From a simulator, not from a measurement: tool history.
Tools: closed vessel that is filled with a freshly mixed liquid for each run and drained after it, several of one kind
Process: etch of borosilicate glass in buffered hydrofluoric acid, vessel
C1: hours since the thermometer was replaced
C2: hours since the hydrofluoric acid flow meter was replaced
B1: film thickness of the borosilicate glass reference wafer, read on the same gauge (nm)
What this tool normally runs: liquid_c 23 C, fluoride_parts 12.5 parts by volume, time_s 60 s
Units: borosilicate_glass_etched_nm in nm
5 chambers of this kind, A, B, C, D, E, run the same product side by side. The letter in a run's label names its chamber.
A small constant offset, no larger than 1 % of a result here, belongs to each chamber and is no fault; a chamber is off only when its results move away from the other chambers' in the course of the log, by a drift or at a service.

{"run": "1C", "hour": 4.6, "liquid_c": 23, "fluoride_parts": 12.5, "time_s": 60, "C1": 459.6, "C2": 314.8, "B1": 109.97, "borosilicate_glass_etched_nm": 56.964}
{"run": "2B", "hour": 8.8, "liquid_c": 23, "fluoride_parts": 12.5, "time_s": 60, "C1": 2100, "C2": 776.3, "B1": 110, "borosilicate_glass_etched_nm": 55.576}
{"run": "3D", "hour": 15.0, "liquid_c": 23, "fluoride_parts": 12.5, "time_s": 60, "C1": 1177.5, "C2": 479.6, "B1": 109.99, "borosilicate_glass_etched_nm": 57.365}
{"run": "4E", "hour": 18.8, "liquid_c": 23, "fluoride_parts": 12.5, "time_s": 60, "C1": 445.1, "C2": 1320.1, "B1": 110.03, "borosilicate_glass_etched_nm": 56.396}
{"run": "5A", "hour": 22.0, "liquid_c": 26, "fluoride_parts": 14.5, "time_s": 60, "C1": 726.7, "C2": 938.9, "B1": 110.03, "borosilicate_glass_etched_nm": 57.591}
{"run": "6E", "hour": 28.2, "liquid_c": 26, "fluoride_parts": 14.5, "time_s": 60, "C1": 454.5, "C2": 1329.5, "B1": 109.99, "borosilicate_glass_etched_nm": 57.246}
{"run": "7A", "hour": 33.2, "liquid_c": 26, "fluoride_parts": 14.5, "time_s": 60, "C1": 737.9, "C2": 950.1, "B1": 109.98, "borosilicate_glass_etched_nm": 57.895}
{"run": "8D", "hour": 37.5, "liquid_c": 26, "fluoride_parts": 14.5, "time_s": 60, "C1": 1200, "C2": 502.1, "B1": 110.02, "borosilicate_glass_etched_nm": 58.434}
{"run": "9B", "hour": 42.3, "liquid_c": 26, "fluoride_parts": 14.5, "time_s": 60, "C1": 2133.5, "C2": 809.8, "B1": 109.98, "borosilicate_glass_etched_nm": 56.7}
{"run": "10C", "hour": 47.1, "liquid_c": 23, "fluoride_parts": 12.5, "time_s": 60, "C1": 502.1, "C2": 357.3, "B1": 110.01, "borosilicate_glass_etched_nm": 55.931}
{"run": "11A", "hour": 51.6, "liquid_c": 23, "fluoride_parts": 12.5, "time_s": 60, "C1": 756.3, "C2": 968.5, "B1": 109.98, "borosilicate_glass_etched_nm": 57.895}
{"run": "12C", "hour": 56.8, "liquid_c": 23, "fluoride_parts": 12.5, "time_s": 60, "C1": 511.8, "C2": 367, "B1": 110, "borosilicate_glass_etched_nm": 56.159}
{"run": "13E", "hour": 62.5, "liquid_c": 23, "fluoride_parts": 12.5, "time_s": 60, "C1": 488.8, "C2": 1363.8, "B1": 109.99, "borosilicate_glass_etched_nm": 56.19}
{"run": "14D", "hour": 67.8, "liquid_c": 23, "fluoride_parts": 12.5, "time_s": 60, "C1": 1230.3, "C2": 532.4, "B1": 110, "borosilicate_glass_etched_nm": 57.628}
{"run": "15B", "hour": 72.2, "liquid_c": 23, "fluoride_parts": 12.5, "time_s": 60, "C1": 2163.4, "C2": 839.7, "B1": 110.03, "borosilicate_glass_etched_nm": 55.953}
{"hour": 73.1, "done": "chamber B: thermometer replaced"}
{"run": "16D", "hour": 77.1, "liquid_c": 26.5, "fluoride_parts": 12.5, "time_s": 60, "C1": 1239.6, "C2": 541.7, "B1": 110.01, "borosilicate_glass_etched_nm": 68.505}
{"run": "17E", "hour": 82.0, "liquid_c": 26.5, "fluoride_parts": 12.5, "time_s": 60, "C1": 508.3, "C2": 1383.3, "B1": 110, "borosilicate_glass_etched_nm": 68.771}
{"run": "18C", "hour": 88.1, "liquid_c": 26.5, "fluoride_parts": 12.5, "time_s": 60, "C1": 543.1, "C2": 398.3, "B1": 109.97, "borosilicate_glass_etched_nm": 67.052}
{"run": "19B", "hour": 91.6, "liquid_c": 26.5, "fluoride_parts": 12.5, "time_s": 60, "C1": 18.5, "C2": 859.1, "B1": 110.01, "borosilicate_glass_etched_nm": 67.066}
{"run": "20A", "hour": 94.6, "liquid_c": 26.5, "fluoride_parts": 12.5, "time_s": 60, "C1": 799.3, "C2": 1011.5, "B1": 109.96, "borosilicate_glass_etched_nm": 67.987}
{"run": "21B", "hour": 97.6, "liquid_c": 23, "fluoride_parts": 12.5, "time_s": 60, "C1": 24.5, "C2": 865.1, "B1": 109.99, "borosilicate_glass_etched_nm": 55.774}
{"run": "22D", "hour": 101.1, "liquid_c": 23, "fluoride_parts": 12.5, "time_s": 60, "C1": 1263.6, "C2": 565.7, "B1": 110, "borosilicate_glass_etched_nm": 56.878}
{"run": "23A", "hour": 105.7, "liquid_c": 23, "fluoride_parts": 14.5, "time_s": 60, "C1": 810.4, "C2": 1022.6, "B1": 109.96, "borosilicate_glass_etched_nm": 48.709}
{"run": "24E", "hour": 111.5, "liquid_c": 23, "fluoride_parts": 14.5, "time_s": 60, "C1": 537.8, "C2": 1412.8, "B1": 110, "borosilicate_glass_etched_nm": 48.448}
{"run": "25C", "hour": 114.7, "liquid_c": 23, "fluoride_parts": 14.5, "time_s": 60, "C1": 569.7, "C2": 424.9, "B1": 110.03, "borosilicate_glass_etched_nm": 47.979}
{"run": "26D", "hour": 119.5, "liquid_c": 23, "fluoride_parts": 14.5, "time_s": 60, "C1": 1282, "C2": 584.1, "B1": 110.01, "borosilicate_glass_etched_nm": 49.187}
{"run": "27C", "hour": 122.3, "liquid_c": 23, "fluoride_parts": 14.5, "time_s": 60, "C1": 577.3, "C2": 432.5, "B1": 109.99, "borosilicate_glass_etched_nm": 47.759}
{"run": "28A", "hour": 125.4, "liquid_c": 23, "fluoride_parts": 12.5, "time_s": 60, "C1": 830.1, "C2": 1042.3, "B1": 110.01, "borosilicate_glass_etched_nm": 56.374}
{"run": "29E", "hour": 131.6, "liquid_c": 23, "fluoride_parts": 12.5, "time_s": 60, "C1": 557.9, "C2": 1432.9, "B1": 110.01, "borosilicate_glass_etched_nm": 56.615}
{"run": "30B", "hour": 135.8, "liquid_c": 23, "fluoride_parts": 12.5, "time_s": 60, "C1": 62.7, "C2": 903.3, "B1": 109.98, "borosilicate_glass_etched_nm": 56.27}
{"run": "31B", "hour": 142.0, "liquid_c": 23, "fluoride_parts": 12.5, "time_s": 60, "C1": 68.9, "C2": 909.5, "B1": 110.01, "borosilicate_glass_etched_nm": 56.497}
{"run": "32E", "hour": 146.3, "liquid_c": 23, "fluoride_parts": 12.5, "time_s": 60, "C1": 572.6, "C2": 1447.6, "B1": 110, "borosilicate_glass_etched_nm": 57.067}
{"run": "33C", "hour": 152.5, "liquid_c": 23, "fluoride_parts": 12.5, "time_s": 60, "C1": 607.5, "C2": 462.7, "B1": 110.02, "borosilicate_glass_etched_nm": 54.573}
{"run": "34A", "hour": 157.8, "liquid_c": 23, "fluoride_parts": 12.5, "time_s": 60, "C1": 862.5, "C2": 1074.7, "B1": 109.94, "borosilicate_glass_etched_nm": 58.083}
{"run": "35D", "hour": 162.2, "liquid_c": 23, "fluoride_parts": 12.5, "time_s": 60, "C1": 1324.7, "C2": 626.8, "B1": 109.98, "borosilicate_glass_etched_nm": 58.171}
{"run": "36C", "hour": 166.5, "liquid_c": 23, "fluoride_parts": 12.5, "time_s": 60, "C1": 621.5, "C2": 476.7, "B1": 110.03, "borosilicate_glass_etched_nm": 54.28}
{"run": "37A", "hour": 171.0, "liquid_c": 23, "fluoride_parts": 12.5, "time_s": 60, "C1": 875.7, "C2": 1087.9, "B1": 109.97, "borosilicate_glass_etched_nm": 56.899}
{"run": "38D", "hour": 177.3, "liquid_c": 23, "fluoride_parts": 12.5, "time_s": 60, "C1": 1339.8, "C2": 641.9, "B1": 109.99, "borosilicate_glass_etched_nm": 56.859}
{"run": "39B", "hour": 183.1, "liquid_c": 23, "fluoride_parts": 12.5, "time_s": 60, "C1": 110, "C2": 950.6, "B1": 110, "borosilicate_glass_etched_nm": 55.518}
{"run": "40E", "hour": 188.8, "liquid_c": 23, "fluoride_parts": 12.5, "time_s": 60, "C1": 615.1, "C2": 1490.1, "B1": 110.02, "borosilicate_glass_etched_nm": 57.121}

Read the log: is a single chamber off, either drifting away or since a service, is the gauge that measures every chamber drifting, or is nothing wrong beyond small per-chamber offsets? Name any odd chamber and what most likely caused it.

Little by little, chamber C moves away from the other chambers.
Likeliest cause: hydrofluoric acid flow below the setpoint (%) = 5.67.
The log might look much the same if the cause were instead: liquid colder than its thermometer reads (K).

Which of the 4 candidates below, each the usual settings with something changed and its results left as question marks, puts chamber C back in line with what the other chambers give on the usual settings?
Counts as in line when no further than this from what the other chambers average on the usual settings: borosilicate_glass_etched_nm 1.7 nm
{"run": "41C-1", "hour": 193.4, "liquid_c": 23.5, "fluoride_parts": 12.5, "time_s": 65, "borosilicate_glass_etched_nm": "?"}
{"run": "41C-2", "hour": 193.4, "liquid_c": 22.5, "fluoride_parts": 12.5, "time_s": 55, "borosilicate_glass_etched_nm": "?"}
{"run": "41C-3", "hour": 193.4, "liquid_c": 22, "fluoride_parts": 12.5, "time_s": 60, "borosilicate_glass_etched_nm": "?"}
{"run": "41C-4", "hour": 193.4, "liquid_c": 24, "fluoride_parts": 12.5, "time_s": 60, "borosilicate_glass_etched_nm": "?"}

What the other chambers average on the usual settings: borosilicate_glass_etched_nm 56.69 nm
run=41C-1 borosilicate_glass_etched_nm=60.031
run=41C-2 borosilicate_glass_etched_nm=48.077
run=41C-3 borosilicate_glass_etched_nm=51.018
run=41C-4 borosilicate_glass_etched_nm=56.951
41C-4 is the one that brings the chamber's results back in line with the other chambers.
